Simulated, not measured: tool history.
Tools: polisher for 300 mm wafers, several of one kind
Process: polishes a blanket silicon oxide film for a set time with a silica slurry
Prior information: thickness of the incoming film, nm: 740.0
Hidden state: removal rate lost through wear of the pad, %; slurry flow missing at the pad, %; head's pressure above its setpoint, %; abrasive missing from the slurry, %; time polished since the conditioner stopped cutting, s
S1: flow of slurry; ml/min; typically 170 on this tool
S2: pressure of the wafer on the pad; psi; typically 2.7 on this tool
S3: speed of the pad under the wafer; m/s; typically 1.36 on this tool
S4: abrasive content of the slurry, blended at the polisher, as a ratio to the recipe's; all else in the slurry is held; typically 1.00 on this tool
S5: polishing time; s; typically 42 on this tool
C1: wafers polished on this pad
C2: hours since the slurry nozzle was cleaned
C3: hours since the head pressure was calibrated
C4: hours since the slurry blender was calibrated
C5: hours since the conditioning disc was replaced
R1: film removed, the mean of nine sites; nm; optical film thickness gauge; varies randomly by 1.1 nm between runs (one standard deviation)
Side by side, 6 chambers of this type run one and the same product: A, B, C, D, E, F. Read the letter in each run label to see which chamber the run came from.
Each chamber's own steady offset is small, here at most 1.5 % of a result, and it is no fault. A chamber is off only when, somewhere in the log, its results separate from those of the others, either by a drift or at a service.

| run | hour | S1 | S2 | S3 | S4 | S5 | C1 | C2 | C3 | C4 | C5 | R1 |
|---|---|---|---|---|---|---|---|---|---|---|---|---|
| 1B | 6.9 | 170 | 2.7 | 1.36 | 1.00 | 42 | 562 | 523.2 | 306.7 | 273.7 | 381.0 | 100.770 |
| 2F | 14.5 | 170 | 2.7 | 1.36 | 1.00 | 42 | 255 | 354.5 | 822.2 | 33.4 | 22.6 | 101.900 |
| 3C | 20.6 | 170 | 2.7 | 1.36 | 1.00 | 42 | 462 | 315.8 | 29.7 | 455.1 | 119.2 | 98.584 |
| 4D | 28.5 | 170 | 2.7 | 1.36 | 1.00 | 42 | 955 | 235.9 | 318.2 | 287.4 | 89.3 | 100.820 |
|  | 34.7 | chamber D: slurry nozzle cleaned |
| 5A | 35.6 | 170 | 2.7 | 1.36 | 1.15 | 42 | 552 | 333.9 | 614.9 | 155.8 | 82.8 | 107.250 |
| 6E | 40.2 | 170 | 2.7 | 1.36 | 1.15 | 42 | 580 | 180.4 | 638.7 | 354.5 | 406.3 | 108.280 |
|  | 40.9 | chamber A: head pressure recalibrated |
| 7A | 46.6 | 170 | 2.7 | 1.36 | 1.15 | 42 | 627 | 344.9 | 5.8 | 166.8 | 93.8 | 105.880 |
|  | 50.7 | chamber C: slurry blender recalibrated |
| 8D | 50.7 | 170 | 2.7 | 1.36 | 1.15 | 42 | 1107 | 16.0 | 340.4 | 309.6 | 111.5 | 105.950 |
|  | 54.9 | chamber C: worn pad replaced by a new one |
|  | 57.5 | chamber A: worn pad replaced by a new one |
| 9F | 58.4 | 170 | 2.7 | 1.36 | 1.15 | 42 | 555 | 398.4 | 866.1 | 77.3 | 66.5 | 105.630 |
|  | 62.2 | chamber A: slurry blender recalibrated |
| 10E | 64.6 | 170 | 2.7 | 1.36 | 1.15 | 42 | 746 | 204.8 | 663.1 | 378.9 | 430.7 | 105.050 |
|  | 68.3 | chamber F: worn pad replaced by a new one |
| 11C | 72.7 | 170 | 2.7 | 1.36 | 1.00 | 42 | 122 | 367.9 | 81.8 | 22.0 | 171.3 | 97.594 |
|  | 76.7 | chamber D: worn pad replaced by a new one |
| 12B | 78.8 | 170 | 2.7 | 1.36 | 1.00 | 42 | 1054 | 595.1 | 378.6 | 345.6 | 452.9 | 101.590 |
|  | 82.8 | chamber E: worn pad replaced by a new one |
|  | 83.6 | chamber E: head pressure recalibrated |
| 13D | 86.6 | 170 | 2.7 | 1.36 | 1.00 | 42 | 68 | 51.9 | 376.3 | 345.5 | 147.4 | 99.245 |
|  | 87.0 | chamber B: slurry blender recalibrated |
|  | 88.9 | chamber E: slurry blender recalibrated |
|  | 89.7 | chamber B: slurry nozzle cleaned |
| 14E | 94.4 | 170 | 2.7 | 1.36 | 1.00 | 42 | 79 | 234.6 | 10.9 | 5.6 | 460.5 | 100.780 |
| 15F | 102.5 | 170 | 2.7 | 1.36 | 1.00 | 42 | 234 | 442.5 | 910.2 | 121.4 | 110.6 | 99.109 |
|  | 106.0 | chamber F: conditioning disc replaced and pad reconditioned |
| 16B | 108.2 | 170 | 2.7 | 1.36 | 1.00 | 42 | 1255 | 18.6 | 408.0 | 21.3 | 482.3 | 98.233 |
|  | 110.0 | chamber E: conditioning disc replaced and pad reconditioned |
| 17C | 116.1 | 170 | 2.7 | 1.36 | 1.00 | 42 | 419 | 411.3 | 125.2 | 65.4 | 214.7 | 97.508 |
| 18A | 120.1 | 125 | 2.7 | 1.36 | 0.80 | 42 | 428 | 418.4 | 79.3 | 58.0 | 167.3 | 84.071 |
| 19C | 126.6 | 125 | 2.7 | 1.36 | 0.80 | 42 | 491 | 421.8 | 135.7 | 75.9 | 225.2 | 82.783 |
|  | 128.1 | chamber D: conditioning disc replaced and pad reconditioned |
| 20F | 135.0 | 125 | 2.7 | 1.36 | 0.80 | 42 | 456 | 475.0 | 942.7 | 153.9 | 29.1 | 84.443 |
|  | 139.2 | chamber D: slurry blender recalibrated |
| 21B | 140.3 | 125 | 2.7 | 1.36 | 0.80 | 42 | 1475 | 50.7 | 440.1 | 53.4 | 514.4 | 81.829 |
| 22D | 145.9 | 125 | 2.7 | 1.36 | 0.80 | 42 | 474 | 111.2 | 435.6 | 6.7 | 17.8 | 86.499 |
| 23A | 150.1 | 125 | 2.7 | 1.36 | 0.80 | 42 | 633 | 448.4 | 109.3 | 88.0 | 197.3 | 84.182 |
|  | 150.5 | chamber C: worn pad replaced by a new one |
|  | 154.2 | chamber A: worn pad replaced by a new one |
| 24E | 154.6 | 170 | 2.7 | 1.36 | 0.80 | 42 | 491 | 294.8 | 71.1 | 65.8 | 44.6 | 88.193 |
| 25E | 162.2 | 170 | 2.7 | 1.36 | 0.80 | 42 | 543 | 302.4 | 78.7 | 73.4 | 52.2 | 89.873 |
| 26A | 168.7 | 170 | 2.7 | 1.36 | 0.80 | 42 | 99 | 467.0 | 127.9 | 106.6 | 215.9 | 89.313 |
|  | 169.8 | chamber C: slurry nozzle cleaned |
|  | 173.9 | chamber F: worn pad replaced by a new one |
| 27C | 174.9 | 170 | 2.7 | 1.36 | 0.80 | 42 | 167 | 5.1 | 184.0 | 124.2 | 273.5 | 89.171 |
|  | 182.5 | chamber F: slurry nozzle cleaned |
| 28D | 183.3 | 170 | 2.7 | 1.36 | 0.80 | 42 | 729 | 148.6 | 473.0 | 44.1 | 55.2 | 88.913 |
| 29F | 190.3 | 170 | 2.7 | 1.36 | 0.80 | 42 | 112 | 7.9 | 998.0 | 209.2 | 84.4 | 90.120 |
| 30B | 194.2 | 170 | 2.7 | 1.36 | 1.00 | 42 | 1844 | 104.6 | 494.0 | 107.3 | 568.3 | 93.289 |
| 31B | 199.8 | 170 | 2.7 | 1.36 | 1.00 | 42 | 1882 | 110.2 | 499.6 | 112.9 | 573.9 | 93.786 |
| 32C | 208.2 | 170 | 2.7 | 1.36 | 0.75 | 42 | 395 | 38.4 | 217.3 | 157.5 | 306.8 | 84.839 |
| 33E | 216.2 | 170 | 2.7 | 1.36 | 0.75 | 42 | 913 | 356.4 | 132.7 | 127.4 | 106.2 | 87.172 |
|  | 217.7 | chamber E: worn pad replaced by a new one |
| 34F | 220.7 | 170 | 2.7 | 1.36 | 0.75 | 42 | 320 | 38.3 | 1028.4 | 239.6 | 114.8 | 87.822 |
|  | 225.1 | chamber F: conditioning disc replaced and pad reconditioned |
| 35D | 226.0 | 170 | 2.7 | 1.36 | 0.75 | 42 | 1022 | 191.3 | 515.7 | 86.8 | 97.9 | 88.103 |
| 36A | 233.2 | 170 | 2.7 | 1.36 | 0.75 | 42 | 540 | 531.5 | 192.4 | 171.1 | 280.4 | 85.630 |
| 37C | 238.5 | 170 | 2.7 | 1.36 | 0.75 | 42 | 602 | 68.7 | 247.6 | 187.8 | 337.1 | 87.523 |
|  | 243.5 | chamber B: conditioning disc replaced and pad reconditioned |
| 38E | 245.1 | 170 | 2.7 | 1.36 | 1.00 | 27 | 187 | 385.3 | 161.6 | 156.3 | 135.1 | 65.010 |
|  | 249.7 | chamber F: head pressure recalibrated |
| 39D | 249.7 | 170 | 2.7 | 1.36 | 1.00 | 27 | 1184 | 215.0 | 539.4 | 110.5 | 121.6 | 65.011 |
| 40B | 254.9 | 170 | 2.7 | 1.36 | 1.00 | 27 | 2259 | 165.3 | 554.7 | 168.0 | 11.5 | 59.774 |
|  | 256.8 | chamber F: worn pad replaced by a new one |
|  | 258.6 | chamber F: slurry blender recalibrated |
| 41F | 263.3 | 170 | 2.7 | 1.36 | 1.00 | 27 | 44 | 80.9 | 13.6 | 4.8 | 38.3 | 64.726 |

For the next run the whole fleet of 6 chambers uses the same settings. Give each chamber's results:
| 42A | 269.4 | 170 | 2.7 | 1.36 | 1.00 | 42 |  |  |  |  |  | ? |
| 42B | 269.4 | 170 | 2.7 | 1.36 | 1.00 | 42 |  |  |  |  |  | ? |
| 42C | 269.4 | 170 | 2.7 | 1.36 | 1.00 | 42 |  |  |  |  |  | ? |
| 42D | 269.4 | 170 | 2.7 | 1.36 | 1.00 | 42 |  |  |  |  |  | ? |
| 42E | 269.4 | 170 | 2.7 | 1.36 | 1.00 | 42 |  |  |  |  |  | ? |
| 42F | 269.4 | 170 | 2.7 | 1.36 | 1.00 | 42 |  |  |  |  |  | ? |

| run | R1 |
|---|---|
| 42A | 97.220 |
| 42B | 91.751 |
| 42C | 97.712 |
| 42D | 99.214 |
| 42E | 99.473 |
| 42F | 100.420 |

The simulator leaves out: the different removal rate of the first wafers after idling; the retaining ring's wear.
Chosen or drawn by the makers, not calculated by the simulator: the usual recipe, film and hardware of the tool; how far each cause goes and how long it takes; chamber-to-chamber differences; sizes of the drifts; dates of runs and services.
